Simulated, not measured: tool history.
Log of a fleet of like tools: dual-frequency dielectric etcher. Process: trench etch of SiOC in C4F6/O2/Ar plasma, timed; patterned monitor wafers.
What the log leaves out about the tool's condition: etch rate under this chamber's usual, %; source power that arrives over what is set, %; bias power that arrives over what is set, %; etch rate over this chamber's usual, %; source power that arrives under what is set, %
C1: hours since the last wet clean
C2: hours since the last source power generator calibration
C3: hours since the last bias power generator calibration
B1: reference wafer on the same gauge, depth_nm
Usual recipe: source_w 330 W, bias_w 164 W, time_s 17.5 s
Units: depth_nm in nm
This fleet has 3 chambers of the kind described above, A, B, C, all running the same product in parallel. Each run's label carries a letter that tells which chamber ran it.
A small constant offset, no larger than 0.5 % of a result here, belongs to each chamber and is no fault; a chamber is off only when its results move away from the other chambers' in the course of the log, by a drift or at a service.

{"run": "1C", "day": 0.3, "source_w": 330, "bias_w": 164, "time_s": 17.5, "C1": 320.2, "C2": 3900.6, "C3": 2952.5, "B1": 34.805, "depth_nm": 32.577}
{"run": "2B", "day": 0.65, "source_w": 330, "bias_w": 164, "time_s": 17.5, "C1": 476.2, "C2": 3139.6, "C3": 1004.8, "B1": 34.814, "depth_nm": 32.759}
{"run": "3A", "day": 1.038, "source_w": 330, "bias_w": 164, "time_s": 17.5, "C1": 444.7, "C2": 125.6, "C3": 1114.3, "B1": 34.816, "depth_nm": 32.859}
{"day": 1.092, "done": "chamber C: wet clean of the chamber"}
{"run": "4C", "day": 1.471, "source_w": 330, "bias_w": 164, "time_s": 17.5, "C1": 9.2, "C2": 3928.7, "C3": 2980.6, "B1": 34.805, "depth_nm": 32.603}
{"run": "5B", "day": 1.829, "source_w": 330, "bias_w": 164, "time_s": 17.5, "C1": 504.5, "C2": 3167.9, "C3": 1033.1, "B1": 34.823, "depth_nm": 32.772}
{"run": "6A", "day": 2.238, "source_w": 330, "bias_w": 164, "time_s": 17.5, "C1": 473.5, "C2": 154.4, "C3": 1143.1, "B1": 34.824, "depth_nm": 32.871}
{"run": "7A", "day": 2.512, "source_w": 330, "bias_w": 164, "time_s": 17.5, "C1": 480.1, "C2": 161.0, "C3": 1149.7, "B1": 34.831, "depth_nm": 32.868}
{"run": "8B", "day": 2.988, "source_w": 330, "bias_w": 164, "time_s": 17.5, "C1": 532.3, "C2": 3195.7, "C3": 1060.9, "B1": 34.832, "depth_nm": 32.782}
{"run": "9C", "day": 3.567, "source_w": 330, "bias_w": 164, "time_s": 17.5, "C1": 59.5, "C2": 3979.0, "C3": 3030.9, "B1": 34.851, "depth_nm": 32.662}
{"run": "10A", "day": 4.075, "source_w": 330, "bias_w": 164, "time_s": 17.5, "C1": 517.6, "C2": 198.5, "C3": 1187.2, "B1": 34.857, "depth_nm": 32.948}
{"day": 4.321, "done": "chamber B: wet clean of the chamber"}
{"run": "11C", "day": 4.704, "source_w": 330, "bias_w": 164, "time_s": 17.5, "C1": 86.8, "C2": 4006.3, "C3": 3058.2, "B1": 34.868, "depth_nm": 32.709}
{"run": "12B", "day": 5.042, "source_w": 370, "bias_w": 164, "time_s": 17.5, "C1": 17.3, "C2": 3245.0, "C3": 1110.2, "B1": 34.879, "depth_nm": 34.267}
{"run": "13C", "day": 5.375, "source_w": 370, "bias_w": 164, "time_s": 17.5, "C1": 102.9, "C2": 4022.4, "C3": 3074.3, "B1": 34.866, "depth_nm": 34.123}
{"day": 5.483, "done": "chamber A: wet clean of the chamber"}
{"run": "14A", "day": 5.646, "source_w": 370, "bias_w": 164, "time_s": 17.5, "C1": 4.0, "C2": 236.2, "C3": 1224.9, "B1": 34.883, "depth_nm": 34.481}
{"run": "15B", "day": 6.142, "source_w": 330, "bias_w": 164, "time_s": 17.5, "C1": 43.7, "C2": 3271.4, "C3": 1136.6, "B1": 34.898, "depth_nm": 32.92}
{"run": "16A", "day": 6.65, "source_w": 330, "bias_w": 164, "time_s": 17.5, "C1": 28.1, "C2": 260.3, "C3": 1249.0, "B1": 34.9, "depth_nm": 32.93}
{"run": "17C", "day": 7.233, "source_w": 330, "bias_w": 164, "time_s": 17.5, "C1": 147.5, "C2": 4067.0, "C3": 3118.9, "B1": 34.89, "depth_nm": 32.717}
{"run": "18B", "day": 7.554, "source_w": 330, "bias_w": 164, "time_s": 17.5, "C1": 77.6, "C2": 3305.3, "C3": 1170.5, "B1": 34.907, "depth_nm": 32.945}
{"run": "19A", "day": 8.138, "source_w": 330, "bias_w": 164, "time_s": 17.5, "C1": 63.8, "C2": 296.0, "C3": 1284.7, "B1": 34.922, "depth_nm": 32.993}
{"day": 8.479, "done": "chamber C: source power generator calibrated"}
{"run": "20C", "day": 8.738, "source_w": 290, "bias_w": 164, "time_s": 22.0, "C1": 183.6, "C2": 6.3, "C3": 3155.0, "B1": 34.92, "depth_nm": 39.228}
{"run": "21B", "day": 9.179, "source_w": 290, "bias_w": 164, "time_s": 22.0, "C1": 116.6, "C2": 3344.3, "C3": 1209.5, "B1": 34.919, "depth_nm": 39.382}
{"run": "22A", "day": 9.746, "source_w": 290, "bias_w": 164, "time_s": 22.0, "C1": 102.4, "C2": 334.6, "C3": 1323.3, "B1": 34.946, "depth_nm": 39.565}
{"run": "23B", "day": 10.162, "source_w": 330, "bias_w": 164, "time_s": 17.5, "C1": 140.2, "C2": 3367.9, "C3": 1233.1, "B1": 34.942, "depth_nm": 32.937}
{"run": "24C", "day": 10.65, "source_w": 330, "bias_w": 164, "time_s": 17.5, "C1": 229.5, "C2": 52.2, "C3": 3200.9, "B1": 34.962, "depth_nm": 32.836}
{"run": "25B", "day": 11.154, "source_w": 370, "bias_w": 148, "time_s": 17.5, "C1": 164.0, "C2": 3391.7, "C3": 1256.9, "B1": 34.959, "depth_nm": 33.269}
{"run": "26A", "day": 11.475, "source_w": 370, "bias_w": 148, "time_s": 17.5, "C1": 143.9, "C2": 376.1, "C3": 1364.8, "B1": 34.978, "depth_nm": 33.416}
{"run": "27C", "day": 12.046, "source_w": 370, "bias_w": 148, "time_s": 17.5, "C1": 263.0, "C2": 85.7, "C3": 3234.4, "B1": 34.962, "depth_nm": 33.279}
{"run": "28A", "day": 12.45, "source_w": 330, "bias_w": 164, "time_s": 17.5, "C1": 167.3, "C2": 399.5, "C3": 1388.2, "B1": 34.974, "depth_nm": 32.972}
{"run": "29B", "day": 12.933, "source_w": 330, "bias_w": 181, "time_s": 17.5, "C1": 206.7, "C2": 3434.4, "C3": 1299.6, "B1": 34.983, "depth_nm": 34.02}
{"run": "30C", "day": 13.35, "source_w": 330, "bias_w": 181, "time_s": 17.5, "C1": 294.3, "C2": 117.0, "C3": 3265.7, "B1": 34.993, "depth_nm": 33.921}
{"run": "31A", "day": 13.742, "source_w": 330, "bias_w": 181, "time_s": 17.5, "C1": 198.3, "C2": 430.5, "C3": 1419.2, "B1": 34.997, "depth_nm": 34.139}

The same settings go to every chamber for the next run, one line per chamber below. Forecast the results for each:
{"run": "32A", "day": 14.192, "source_w": 330, "bias_w": 142, "time_s": 17.5, "depth_nm": "?"}
{"run": "32B", "day": 14.192, "source_w": 330, "bias_w": 142, "time_s": 17.5, "depth_nm": "?"}
{"run": "32C", "day": 14.192, "source_w": 330, "bias_w": 142, "time_s": 17.5, "depth_nm": "?"}

run=32A depth_nm=31.548
run=32B depth_nm=31.507
run=32C depth_nm=31.421

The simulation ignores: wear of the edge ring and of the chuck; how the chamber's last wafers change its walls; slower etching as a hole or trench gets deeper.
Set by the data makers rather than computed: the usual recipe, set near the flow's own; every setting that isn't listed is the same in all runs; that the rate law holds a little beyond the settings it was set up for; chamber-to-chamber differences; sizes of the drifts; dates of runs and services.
